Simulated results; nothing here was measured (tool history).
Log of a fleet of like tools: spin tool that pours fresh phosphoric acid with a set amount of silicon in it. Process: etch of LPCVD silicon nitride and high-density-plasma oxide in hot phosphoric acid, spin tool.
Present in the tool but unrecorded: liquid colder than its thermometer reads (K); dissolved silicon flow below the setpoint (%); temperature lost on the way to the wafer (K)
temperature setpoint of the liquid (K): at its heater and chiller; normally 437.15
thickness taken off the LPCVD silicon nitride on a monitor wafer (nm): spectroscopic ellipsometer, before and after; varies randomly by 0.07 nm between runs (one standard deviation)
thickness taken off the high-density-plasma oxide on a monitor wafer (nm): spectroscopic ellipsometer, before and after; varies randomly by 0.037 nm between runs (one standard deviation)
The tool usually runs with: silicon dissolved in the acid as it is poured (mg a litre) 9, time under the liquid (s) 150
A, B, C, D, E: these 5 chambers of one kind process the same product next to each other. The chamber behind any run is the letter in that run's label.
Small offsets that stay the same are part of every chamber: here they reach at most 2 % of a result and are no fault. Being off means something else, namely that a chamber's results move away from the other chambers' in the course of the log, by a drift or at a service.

run	day	temperature setpoint of the liquid (K)	silicon dissolved in the acid as it is poured (mg a litre)	time under the liquid (s)	hours since the thermometer was replaced	hours since the dissolved silicon flow meter was replaced	hours since the heated supply line was repaired	read-back film thickness of the LPCVD silicon nitride reference wafer, read on the same gauge (nm)	read-back film thickness of the high-density-plasma oxide reference wafer, read on the same gauge (nm)	thickness taken off the LPCVD silicon nitride on a monitor wafer (nm)	thickness taken off the high-density-plasma oxide on a monitor wafer (nm)
1A	0.138	437.15	9	150	313.9	1129.9	896.2	120.01	70.023	14.422	0.87212
2C	0.275	437.15	9	150	1052.7	295.7	566.9	119.97	70.016	14.19	0.78638
3B	0.454	437.15	9	150	46.4	635.4	2895.3	120.01	70.021	14.436	0.74499
4D	0.742	437.15	9	150	1553.5	475	117.3	120	69.993	14.333	0.84272
5E	0.933	437.15	9	150	238.2	1110.5	439	119.97	69.998	14.252	0.78754
6A	1.083	437.15	9	150	336.6	1152.6	918.9	120	69.993	14.29	0.86987
7E	1.3	437.15	9	150	247	1119.3	447.8	119.96	70.04	14.447	0.8384
# day 1.446: chamber D: dissolved silicon flow meter replaced
8B	1.458	437.15	9	150	70.5	659.5	2919.4	119.97	70.003	14.51	0.81401
9D	1.75	437.15	9	150	1577.7	7.3	141.5	120	70.018	14.185	0.84217
10C	2.004	437.15	9	150	1094.2	337.2	608.4	119.97	70.014	14.321	0.90373
11A	2.158	437.15	9	150	362.4	1178.4	944.7	119.97	69.957	14.235	0.78934
12B	2.467	437.15	9	150	94.7	683.7	2943.6	120.04	70.001	14.389	0.87572
13E	2.654	437.15	9	150	279.5	1151.8	480.3	120.01	70.028	14.221	0.82915
14C	2.912	437.15	9	150	1116	359	630.2	119.98	70.022	14.303	0.78776
15D	3.192	437.15	9	150	1612.3	41.9	176.1	120.02	69.971	14.154	0.81099
16A	3.396	437.15	9	150	392.1	1208.1	974.4	120.03	69.999	14.335	0.86022
17C	3.704	437.15	9	150	1135	378	649.2	120	70.028	14.053	0.85769
18E	3.862	437.15	9	150	308.5	1180.8	509.3	119.98	69.994	14.28	0.81527
19D	4.112	437.15	9	150	1634.4	64	198.2	120.01	70.015	14.15	0.85567
20B	4.421	437.15	9	150	141.6	730.6	2990.5	120.01	70.023	14.297	0.7857
21D	4.567	437.15	9	150	1645.3	74.9	209.1	120.02	70.024	14.306	0.82251
22C	4.75	437.15	9	150	1160.1	403.1	674.3	120	69.986	13.975	0.78755
23E	5.042	437.15	9	150	336.8	1209.1	537.6	119.98	70.017	14.214	0.82881
24A	5.3	437.15	9	150	437.8	1253.8	1020.1	120.04	69.986	14.367	0.87321
25B	5.583	437.15	9	150	169.5	758.5	3018.4	120.01	70.024	14.346	0.80025
26B	5.875	437.15	9	150	176.5	765.5	3025.4	120	70.011	14.361	0.8598
27C	6.092	437.15	9	150	1192.3	435.3	706.5	120.02	70.037	13.867	0.76084
28E	6.296	437.15	9	150	366.9	1239.2	567.7	119.98	69.977	14.175	0.79888
29D	6.554	437.15	9	150	1693	122.6	256.8	120	70.015	14.327	0.84213
30A	6.846	437.15	9	150	474.9	1290.9	1057.2	119.96	70.014	14.377	0.82626
31A	7.079	434.65	9	120	480.5	1296.5	1062.8	120.02	69.97	10.446	0.58668
32B	7.333	434.65	9	120	211.5	800.5	3060.4	119.99	69.993	10.618	0.60457
33E	7.533	434.65	9	120	396.6	1268.9	597.4	120.03	69.997	10.48	0.52433
34C	7.771	434.65	9	120	1232.6	475.6	746.8	119.94	70.016	10.058	0.47249
35D	8.004	434.65	9	120	1727.8	157.4	291.6	120	69.985	10.447	0.54848

Each of the 5 chambers runs these same settings next. Fill in every chamber's results:
36A	8.225	437.15	9	185						?	?
36B	8.225	437.15	9	185						?	?
36C	8.225	437.15	9	185						?	?
36D	8.225	437.15	9	185						?	?
36E	8.225	437.15	9	185						?	?

run	thickness taken off the LPCVD silicon nitride on a monitor wafer (nm)	thickness taken off the high-density-plasma oxide on a monitor wafer (nm)
36A	17.743	0.97134
36B	17.563	0.97368
36C	16.637	0.87611
36D	17.748	1.1004
36E	17.487	1.0436

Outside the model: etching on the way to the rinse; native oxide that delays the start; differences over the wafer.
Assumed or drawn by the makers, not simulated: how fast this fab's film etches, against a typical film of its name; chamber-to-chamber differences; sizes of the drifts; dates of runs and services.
